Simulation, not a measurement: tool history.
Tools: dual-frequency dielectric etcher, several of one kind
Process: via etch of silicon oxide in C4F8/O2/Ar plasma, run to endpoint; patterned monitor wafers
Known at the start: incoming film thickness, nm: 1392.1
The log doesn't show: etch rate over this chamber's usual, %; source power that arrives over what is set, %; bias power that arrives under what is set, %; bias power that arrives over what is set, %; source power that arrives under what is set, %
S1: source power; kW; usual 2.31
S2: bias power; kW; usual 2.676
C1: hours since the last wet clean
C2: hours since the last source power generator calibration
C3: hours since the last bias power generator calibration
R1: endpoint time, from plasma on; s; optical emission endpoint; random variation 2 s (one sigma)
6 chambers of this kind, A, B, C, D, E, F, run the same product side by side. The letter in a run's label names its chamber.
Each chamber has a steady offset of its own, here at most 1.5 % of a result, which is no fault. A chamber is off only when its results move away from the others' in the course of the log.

run   hour    S1     S2     C1      C2      C3      R1
 1A   14.6  2.31  2.676  274.1  1409.4   638.2  237.23
 2B     27  2.31  2.676  477.8   380.2  1136.2   239.1
 3E   38.3  2.31  2.676   60.9    1312  1946.1  235.23
      48.6  -- chamber D: wet clean of the chamber
 4C   50.9  2.31  2.676   79.7    1636  1255.1  236.36
 5D   65.3  2.71  3.328   16.7  2519.7   392.2  212.05
 6F   79.3  2.71  3.328  346.7  1165.2  2039.7   207.7
 7A   91.7  2.71  3.328  351.2  1486.5   715.3  209.02
 8F   98.4  2.71  3.328  365.8  1184.3  2058.8   208.4
 9C  107.9  2.71  3.328  136.7    1693  1312.1  204.78
10E  120.8  2.71  3.328  143.4  1394.5  2028.6  206.19
11B  132.9  2.79  2.293  583.7   486.1  1242.1   230.6
     135.5  -- chamber B: wet clean of the chamber
12D  146.8  2.79  2.293   98.2  2601.2   473.7   232.4
13D  160.4  2.79  2.293  111.8  2614.8   487.3  233.76
14B  169.5  2.79  2.293   34.1   522.7  1278.7  231.19
15F  184.7  2.79  2.293  452.1  1270.6  2145.1  233.19
16A  192.2  2.79  2.293  451.7    1587   815.8  229.15
17E  206.9  2.31  2.676  229.5  1480.6  2114.7  235.88
18C  219.2  2.31  2.676    248  1804.3  1423.4   236.7
19C  232.1  2.31  2.676  260.9  1817.2  1436.3  236.76
20A  240.8  2.31  2.676  500.3  1635.6   864.4  237.26
     251.5  -- chamber A: wet clean of the chamber
21D  253.8  2.31  2.676  205.2  2708.2   580.7  237.78
22E  262.5  2.31  2.676  285.1  1536.2  2170.3  239.45
23F    274  2.31  2.676  541.4  1359.9  2234.4  240.33
24B  280.7  2.31  2.676  145.3   633.9  1389.9  241.01
25F  290.7  2.31  2.306  558.1  1376.6  2251.1  248.12
26B    301  2.31  2.306  165.6   654.2  1410.2  247.75
27D  313.4  2.31  2.306  264.8  2767.8   640.3  250.17
28A    324  2.31  2.306   72.6  1718.8   947.6   248.4
       325  -- chamber C: wet clean of the chamber
29E  336.3  2.31  2.306  358.9    1610  2244.1  247.14
30C  344.1  2.31  2.306   19.1  1929.2  1548.3  251.02
     350.5  -- chamber F: wet clean of the chamber
31E  352.3  2.31  2.676  374.9    1626  2260.1  234.63
32D  366.1  2.09  2.676  317.5  2820.5     693  249.51
33C  378.5  2.09  2.676   53.5  1963.6  1582.7  250.35
     384.1  -- chamber D: wet clean of the chamber
34A  389.7  2.09  2.676  138.3  1784.5  1013.3   242.9
35B  400.5  2.09  2.676  265.1   753.7  1509.7  247.59
36F  412.2  2.09  2.676   61.8  1498.1  2372.6  246.17
37D  426.5  2.09  2.676   42.4  2880.9   753.4  249.68
38E  439.1  2.31  2.676  461.7  1712.8  2346.9  235.96
39C  450.4  2.31  2.676  125.4  2035.5  1654.6   237.4
40B  460.9  2.31  2.676  325.5   814.1  1570.1  237.98
41A  471.7  2.31  2.676  220.3  1866.5  1095.3  240.78

Next, every chamber runs the same settings. What will each give?
42A  482.8  2.01  2.676               ?
42B  482.8  2.01  2.676               ?
42C  482.8  2.01  2.676               ?
42D  482.8  2.01  2.676               ?
42E  482.8  2.01  2.676               ?
42F  482.8  2.01  2.676               ?

run      R1
42A  253.16
42B  250.71
42C  252.12
42D  256.12
42E  249.17
42F   249.2
